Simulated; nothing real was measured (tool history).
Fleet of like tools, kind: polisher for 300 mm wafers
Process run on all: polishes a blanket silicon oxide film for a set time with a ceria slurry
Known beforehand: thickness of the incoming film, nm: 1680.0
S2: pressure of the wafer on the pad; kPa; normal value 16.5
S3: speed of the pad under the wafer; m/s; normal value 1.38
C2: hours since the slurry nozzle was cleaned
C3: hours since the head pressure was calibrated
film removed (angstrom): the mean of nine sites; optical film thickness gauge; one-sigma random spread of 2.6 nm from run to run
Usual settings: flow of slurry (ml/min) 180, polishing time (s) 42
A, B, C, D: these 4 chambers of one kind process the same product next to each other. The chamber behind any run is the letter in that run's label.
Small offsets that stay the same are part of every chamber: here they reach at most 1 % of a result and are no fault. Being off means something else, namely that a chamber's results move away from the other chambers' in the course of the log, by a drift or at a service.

Run 1D, hour 10.2: usual settings; wafers polished on this pad 252; C2 145.6; C3 838. Result: film removed (angstrom) 2343.9.
At hour 15.8: chamber C: worn pad replaced by a new one.
Run 2A, hour 20.3: usual settings; wafers polished on this pad 539; C2 88.6; C3 176.9. Result: film removed (angstrom) 2310.1.
Run 3C, hour 33.6: usual settings; wafers polished on this pad 243; C2 234.5; C3 200.1. Result: film removed (angstrom) 2331.5.
Run 4B, hour 40.9: usual settings; wafers polished on this pad 773; C2 397.8; C3 154.8. Result: film removed (angstrom) 2377.6.
Run 5D, hour 47.5: usual settings; wafers polished on this pad 760; C2 182.9; C3 875.3. Result: film removed (angstrom) 2322.7.
At hour 53.3: chamber D: worn pad replaced by a new one.
Run 6C, hour 54.5: usual settings; wafers polished on this pad 527; C2 255.4; C3 221. Result: film removed (angstrom) 2327.8.
At hour 56.9: chamber A: worn pad replaced by a new one.
At hour 62.6: chamber B: worn pad replaced by a new one.
Run 7B, hour 65.7: usual settings; wafers polished on this pad 43; C2 422.6; C3 179.6. Result: film removed (angstrom) 2362.1.
Run 8A, hour 77.2: usual settings but S2 18.6 kPa, S3 1.2 m/s; wafers polished on this pad 276; C2 145.5; C3 233.8. Result: film removed (angstrom) 2342.8.
Run 9C, hour 88.4: usual settings but S2 18.6 kPa, S3 1.2 m/s; wafers polished on this pad 988; C2 289.3; C3 254.9. Result: film removed (angstrom) 2317.7.
At hour 92.2: chamber C: worn pad replaced by a new one.
Run 10D, hour 94.6: usual settings but S2 18.6 kPa, S3 1.2 m/s; wafers polished on this pad 562; C2 230; C3 922.4. Result: film removed (angstrom) 2276.8.
Run 11A, hour 102.5: usual settings but S2 18.6 kPa, S3 1.2 m/s; wafers polished on this pad 620; C2 170.8; C3 259.1. Result: film removed (angstrom) 2350.3.
Run 12B, hour 114.2: usual settings; wafers polished on this pad 703; C2 471.1; C3 228.1. Result: film removed (angstrom) 2356.5.
At hour 118.3: chamber D: worn pad replaced by a new one.
At hour 125.6: chamber B: worn pad replaced by a new one.
Run 13A, hour 127: usual settings; wafers polished on this pad 953; C2 195.3; C3 283.6. Result: film removed (angstrom) 2334.8.
At hour 134.2: chamber A: worn pad replaced by a new one.
Run 14C, hour 137.2: usual settings but S3 1.58 m/s; wafers polished on this pad 613; C2 338.1; C3 303.7. Result: film removed (angstrom) 2650.4.
Run 15B, hour 150.7: usual settings but S3 1.58 m/s; wafers polished on this pad 341; C2 507.6; C3 264.6. Result: film removed (angstrom) 2670.6.
Run 16D, hour 162.1: usual settings but S3 1.58 m/s; wafers polished on this pad 596; C2 297.5; C3 989.9. Result: film removed (angstrom) 2694.3.
At hour 167.1: chamber C: worn pad replaced by a new one.
Run 17B, hour 175.3: usual settings but S3 1.58 m/s; wafers polished on this pad 676; C2 532.2; C3 289.2. Result: film removed (angstrom) 2692.8.
At hour 178.8: chamber D: worn pad replaced by a new one.
Run 18D, hour 184.8: usual settings; wafers polished on this pad 82; C2 320.2; C3 1012.6. Result: film removed (angstrom) 2337.4.
Run 19C, hour 196.9: usual settings; wafers polished on this pad 405; C2 397.8; C3 363.4. Result: film removed (angstrom) 2368.
At hour 200.6: chamber B: worn pad replaced by a new one.
At hour 202.1: chamber D: head pressure recalibrated.
Run 20A, hour 205.8: usual settings; wafers polished on this pad 974; C2 274.1; C3 362.4. Result: film removed (angstrom) 2356.7.
At hour 213.4: chamber A: worn pad replaced by a new one.
Run 21B, hour 217.5: usual settings but flow of slurry (ml/min) 150; wafers polished on this pad 230; C2 574.4; C3 331.4. Result: film removed (angstrom) 2262.2.
Run 22A, hour 228.9: usual settings but flow of slurry (ml/min) 150; wafers polished on this pad 211; C2 297.2; C3 385.5. Result: film removed (angstrom) 2272.1.
Run 23C, hour 238: usual settings but flow of slurry (ml/min) 150; wafers polished on this pad 964; C2 438.9; C3 404.5. Result: film removed (angstrom) 2317.
At hour 243.6: chamber C: worn pad replaced by a new one.
Run 24D, hour 244.1: usual settings but flow of slurry (ml/min) 150; wafers polished on this pad 888; C2 379.5; C3 42.1. Result: film removed (angstrom) 2002.8.
Run 25D, hour 250.6: usual settings; wafers polished on this pad 977; C2 386; C3 48.6. Result: film removed (angstrom) 2089.4.
At hour 251.1: chamber D: worn pad replaced by a new one.
Run 26C, hour 261: usual settings; wafers polished on this pad 236; C2 461.9; C3 427.5. Result: film removed (angstrom) 2351.3.
At hour 263.8: chamber B: slurry nozzle cleaned.
Run 27B, hour 268.2: usual settings; wafers polished on this pad 920; C2 4.5; C3 382.1. Result: film removed (angstrom) 2363.9.
Run 28A, hour 280.8: usual settings; wafers polished on this pad 917; C2 349.1; C3 437.4. Result: film removed (angstrom) 2383.
At hour 282.2: chamber B: worn pad replaced by a new one.
At hour 286.2: chamber A: worn pad replaced by a new one.
Run 29A, hour 294.7: usual settings but polishing time (s) 56; wafers polished on this pad 116; C2 363; C3 451.3. Result: film removed (angstrom) 3161.6.
Run 30C, hour 303.1: usual settings but polishing time (s) 56; wafers polished on this pad 809; C2 504; C3 469.6. Result: film removed (angstrom) 3132.
Run 31D, hour 309.8: usual settings but polishing time (s) 56; wafers polished on this pad 799; C2 445.2; C3 107.8. Result: film removed (angstrom) 2769.3.
Run 32B, hour 322.6: usual settings but polishing time (s) 56; wafers polished on this pad 550; C2 58.9; C3 436.5. Result: film removed (angstrom) 3152.4.
At hour 324.7: chamber C: worn pad replaced by a new one.
Run 33C, hour 334.1: usual settings; wafers polished on this pad 128; C2 535; C3 500.6. Result: film removed (angstrom) 2354.9.

Which is it: a chamber that has drifted or been left off by a service, a gauge drift common to all chambers, or only each chamber's usual small offset? If a chamber is off, name it and its likeliest cause.

The work done on chamber D during a service left it standing apart from the others.
Most likely cause: head's pressure below its setpoint, % = 11.

Below are 4 candidate recipes for chamber D's next run, each the usual settings with a change, their results shown as question marks. Which of them brings D's results back in line with what the other chambers give on the usual settings?
In line means no further than this from the other chambers' mean on the usual settings: film removed (angstrom) 92
Run 34D-1, hour 344.1: usual settings but S3 1.54 m/s. Result: film removed (angstrom) ?.
Run 34D-2, hour 344.1: usual settings but polishing time (s) 43. Result: film removed (angstrom) ?.
Run 34D-3, hour 344.1: usual settings but S3 1.36 m/s, polishing time (s) 41. Result: film removed (angstrom) ?.
Run 34D-4, hour 344.1: usual settings but S2 15.9 kPa, S3 1.34 m/s, polishing time (s) 40. Result: film removed (angstrom) ?.

The mean the other chambers reach with the usual settings: film removed (angstrom) 2342.4
  run  film removed (angstrom)
34D-1                   2338.8
34D-2                   2146.3
34D-3                   2016.9
34D-4                   1859.2
Change 34D-1 lands the chamber within the allowed miss of the other chambers.

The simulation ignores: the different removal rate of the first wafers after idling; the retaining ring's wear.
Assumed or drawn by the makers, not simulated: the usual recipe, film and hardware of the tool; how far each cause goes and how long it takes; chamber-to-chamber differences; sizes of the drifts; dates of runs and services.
